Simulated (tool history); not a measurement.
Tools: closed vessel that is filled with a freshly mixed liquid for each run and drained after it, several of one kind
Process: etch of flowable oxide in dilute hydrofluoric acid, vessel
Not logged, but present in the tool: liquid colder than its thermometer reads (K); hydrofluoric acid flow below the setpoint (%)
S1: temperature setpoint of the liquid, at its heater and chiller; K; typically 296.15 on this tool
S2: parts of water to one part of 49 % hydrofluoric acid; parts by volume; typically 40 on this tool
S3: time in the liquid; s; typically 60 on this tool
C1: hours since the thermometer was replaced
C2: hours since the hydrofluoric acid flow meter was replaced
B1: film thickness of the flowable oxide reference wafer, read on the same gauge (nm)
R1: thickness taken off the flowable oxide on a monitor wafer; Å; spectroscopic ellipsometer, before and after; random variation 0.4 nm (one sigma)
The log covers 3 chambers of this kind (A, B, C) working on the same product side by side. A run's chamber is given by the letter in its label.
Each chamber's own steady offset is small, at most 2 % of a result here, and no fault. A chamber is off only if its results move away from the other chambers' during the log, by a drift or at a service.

{"hour": 2.3, "done": "chamber A: thermometer replaced"}
{"run": "1A", "hour": 5.7, "S1": 296.15, "S2": 40, "S3": 60, "C1": 3.5, "C2": 497.5, "B1": 49.978, "R1": 641.41}
{"run": "2C", "hour": 11.9, "S1": 296.15, "S2": 40, "S3": 60, "C1": 738.9, "C2": 507.1, "B1": 50.008, "R1": 650.25}
{"run": "3B", "hour": 19.3, "S1": 296.15, "S2": 40, "S3": 60, "C1": 1718.5, "C2": 397.2, "B1": 50.017, "R1": 648.58}
{"run": "4B", "hour": 26.5, "S1": 296.15, "S2": 40, "S3": 60, "C1": 1725.7, "C2": 404.4, "B1": 50.008, "R1": 649.76}
{"run": "5C", "hour": 32.4, "S1": 296.15, "S2": 40, "S3": 60, "C1": 759.4, "C2": 527.6, "B1": 50.048, "R1": 647.9}
{"run": "6A", "hour": 39.3, "S1": 296.15, "S2": 40, "S3": 60, "C1": 37.1, "C2": 531.1, "B1": 49.982, "R1": 638.4}
{"run": "7B", "hour": 44.6, "S1": 296.15, "S2": 40, "S3": 60, "C1": 1743.8, "C2": 422.5, "B1": 50.035, "R1": 651.18}
{"run": "8A", "hour": 50.4, "S1": 296.15, "S2": 40, "S3": 60, "C1": 48.2, "C2": 542.2, "B1": 50.009, "R1": 637.54}
{"run": "9C", "hour": 55.7, "S1": 297.65, "S2": 40, "S3": 60, "C1": 782.7, "C2": 550.9, "B1": 50.001, "R1": 686.25}
{"run": "10B", "hour": 61.8, "S1": 297.65, "S2": 40, "S3": 60, "C1": 1761, "C2": 439.7, "B1": 49.987, "R1": 692.22}
{"run": "11C", "hour": 69.3, "S1": 297.65, "S2": 40, "S3": 60, "C1": 796.3, "C2": 564.5, "B1": 50.016, "R1": 690.1}
{"run": "12A", "hour": 76.7, "S1": 296.15, "S2": 40, "S3": 60, "C1": 74.5, "C2": 568.5, "B1": 50.004, "R1": 629.97}
{"run": "13B", "hour": 82.0, "S1": 296.15, "S2": 60, "S3": 60, "C1": 1781.2, "C2": 459.9, "B1": 49.99, "R1": 419.94}
{"run": "14C", "hour": 87.8, "S1": 296.15, "S2": 60, "S3": 60, "C1": 814.8, "C2": 583, "B1": 49.996, "R1": 424.28}
{"run": "15A", "hour": 93.7, "S1": 296.15, "S2": 60, "S3": 60, "C1": 91.5, "C2": 585.5, "B1": 50.009, "R1": 402.6}
{"run": "16A", "hour": 98.6, "S1": 296.15, "S2": 40, "S3": 60, "C1": 96.4, "C2": 590.4, "B1": 50.03, "R1": 624.43}
{"run": "17B", "hour": 105.0, "S1": 296.15, "S2": 40, "S3": 60, "C1": 1804.2, "C2": 482.9, "B1": 50.018, "R1": 645.59}
{"run": "18C", "hour": 109.9, "S1": 296.15, "S2": 40, "S3": 60, "C1": 836.9, "C2": 605.1, "B1": 50.011, "R1": 645.11}
{"run": "19A", "hour": 117.8, "S1": 296.15, "S2": 40, "S3": 60, "C1": 115.6, "C2": 609.6, "B1": 50.004, "R1": 608.51}
{"run": "20B", "hour": 124.7, "S1": 291.65, "S2": 40, "S3": 60, "C1": 1823.9, "C2": 502.6, "B1": 49.954, "R1": 542.77}
{"run": "21C", "hour": 128.9, "S1": 291.65, "S2": 40, "S3": 60, "C1": 855.9, "C2": 624.1, "B1": 50.037, "R1": 533.47}
{"run": "22C", "hour": 133.0, "S1": 291.65, "S2": 40, "S3": 60, "C1": 860, "C2": 628.2, "B1": 49.997, "R1": 538.6}
{"run": "23B", "hour": 140.5, "S1": 296.15, "S2": 40, "S3": 60, "C1": 1839.7, "C2": 518.4, "B1": 49.978, "R1": 650.04}
{"run": "24A", "hour": 146.8, "S1": 296.15, "S2": 40, "S3": 60, "C1": 144.6, "C2": 638.6, "B1": 50.02, "R1": 598.77}
{"run": "25A", "hour": 151.6, "S1": 296.15, "S2": 40, "S3": 60, "C1": 149.4, "C2": 643.4, "B1": 50.009, "R1": 599.19}
{"run": "26C", "hour": 155.2, "S1": 296.15, "S2": 40, "S3": 60, "C1": 882.2, "C2": 650.4, "B1": 50.011, "R1": 643.42}
{"run": "27B", "hour": 159.5, "S1": 296.15, "S2": 40, "S3": 60, "C1": 1858.7, "C2": 537.4, "B1": 49.983, "R1": 656.68}
{"run": "28A", "hour": 164.8, "S1": 296.15, "S2": 40, "S3": 60, "C1": 162.6, "C2": 656.6, "B1": 50.002, "R1": 586.94}

The same settings go to every chamber for the next run, one line per chamber below. Forecast the results for each:
{"run": "29A", "hour": 170.4, "S1": 291.65, "S2": 40, "S3": 60, "R1": "?"}
{"run": "29B", "hour": 170.4, "S1": 291.65, "S2": 40, "S3": 60, "R1": "?"}
{"run": "29C", "hour": 170.4, "S1": 291.65, "S2": 40, "S3": 60, "R1": "?"}

run=29A R1=487.25
run=29B R1=540.78
run=29C R1=525.94
